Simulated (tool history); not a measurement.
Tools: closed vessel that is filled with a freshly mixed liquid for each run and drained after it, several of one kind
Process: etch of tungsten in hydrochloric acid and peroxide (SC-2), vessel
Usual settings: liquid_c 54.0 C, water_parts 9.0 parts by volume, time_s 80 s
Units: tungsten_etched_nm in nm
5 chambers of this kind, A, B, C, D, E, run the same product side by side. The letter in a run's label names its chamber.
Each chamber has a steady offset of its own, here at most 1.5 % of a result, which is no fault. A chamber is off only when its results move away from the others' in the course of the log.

run	hour	liquid_c	water_parts	time_s	read-back film thickness of the tungsten reference wafer, read on the same gauge (nm)	tungsten_etched_nm
1A	7.6	54.0	9.0	80	40.032	26.785
2E	20.4	54.0	9.0	80	40.019	27.297
3C	33.5	54.0	9.0	80	39.967	26.616
4B	44.5	54.0	9.0	80	40.023	26.734
5D	52.9	54.0	9.0	60	39.992	20.458
6A	60.6	54.0	9.0	60	39.963	20.066
7C	72.3	54.0	9.0	60	40.009	20.215
8B	79.7	54.0	9.0	60	40.047	20.097
9D	89.9	54.0	9.0	60	39.989	20.046
10E	98.1	54.0	9.0	80	40.005	27.056
# hour 106.9: chamber A: new drum of peroxide connected
11B	110.0	54.0	9.0	80	39.982	26.799
12C	121.1	59.5	9.0	105	39.954	49.768
13E	133.5	59.5	9.0	105	40.005	50.387
14D	146.7	59.5	9.0	105	40.019	49.524
15A	159.5	59.5	9.0	105	40.013	49.511
16C	168.0	59.5	9.0	105	39.974	49.720
17A	176.1	54.0	9.0	80	39.973	26.854
# hour 188.3: chamber E: chemicals flow meter replaced
18E	189.5	54.0	9.0	80	40.043	27.328
# hour 196.4: chamber D: chemicals flow meter replaced
19D	196.7	54.0	9.0	50	39.992	16.861
20B	209.1	54.0	9.0	50	40.042	16.668
21C	215.3	54.0	9.0	50	39.969	16.766
22B	228.0	54.0	9.0	50	39.981	16.772
23E	237.4	54.0	9.0	50	39.966	16.823
24D	245.7	54.0	9.0	80	39.948	26.499
# hour 246.5: chamber E: thermometer replaced
# hour 251.4: chamber D: new drum of peroxide connected
25A	258.5	54.0	9.0	80	39.982	26.736
26B	269.4	54.0	9.0	80	39.970	26.859
27A	277.3	54.0	9.0	80	39.968	26.887
# hour 283.9: chamber B: thermometer replaced
28D	286.1	54.0	9.0	80	40.000	26.388
29E	299.8	61.5	9.0	80	39.998	42.892
30C	310.1	61.5	9.0	80	40.012	43.377
31C	317.7	61.5	9.0	80	40.005	42.978
32E	326.2	61.5	9.0	80	40.022	43.646
# hour 332.7: chamber C: thermometer replaced
33B	332.9	61.5	9.0	80	39.978	42.929
# hour 344.7: chamber A: chemicals flow meter replaced
34D	346.0	54.0	9.0	80	39.989	26.144
35A	354.4	54.0	9.0	80	40.014	26.564
36B	366.7	54.0	9.0	80	40.001	26.932
37E	372.9	54.0	9.0	80	39.998	27.203
38D	380.8	54.0	11.5	60	40.041	15.919
39C	390.1	54.0	11.5	60	39.985	16.486
40A	402.1	54.0	11.5	60	39.955	16.305
41C	415.5	54.0	11.5	60	39.978	16.466

Is one chamber off against the others, does the gauge drift, or is nothing wrong? If a chamber is off, say which, and what the likeliest cause is.

Chamber D drifts away from the others.
Cause: liquid colder than its thermometer reads (K) = 0.582.

Here are 4 candidates for chamber D's next run, each the usual settings with a change, their results left as question marks. Which one brings its results back in line with what the others give on the usual settings?
In line means no further than this from the other chambers' mean on the usual settings: tungsten_etched_nm 0.530 nm
42D-1	425.4	54.5	9.0	80		?
42D-2	425.4	55.0	9.0	80		?
42D-3	425.4	53.5	9.0	80		?
42D-4	425.4	53.0	9.0	80		?

The other chambers' mean on the usual settings: tungsten_etched_nm 26.823 nm
run	tungsten_etched_nm
42D-1	26.850
42D-2	27.737
42D-3	25.153
42D-4	24.342
42D-1 brings the chamber back in line.
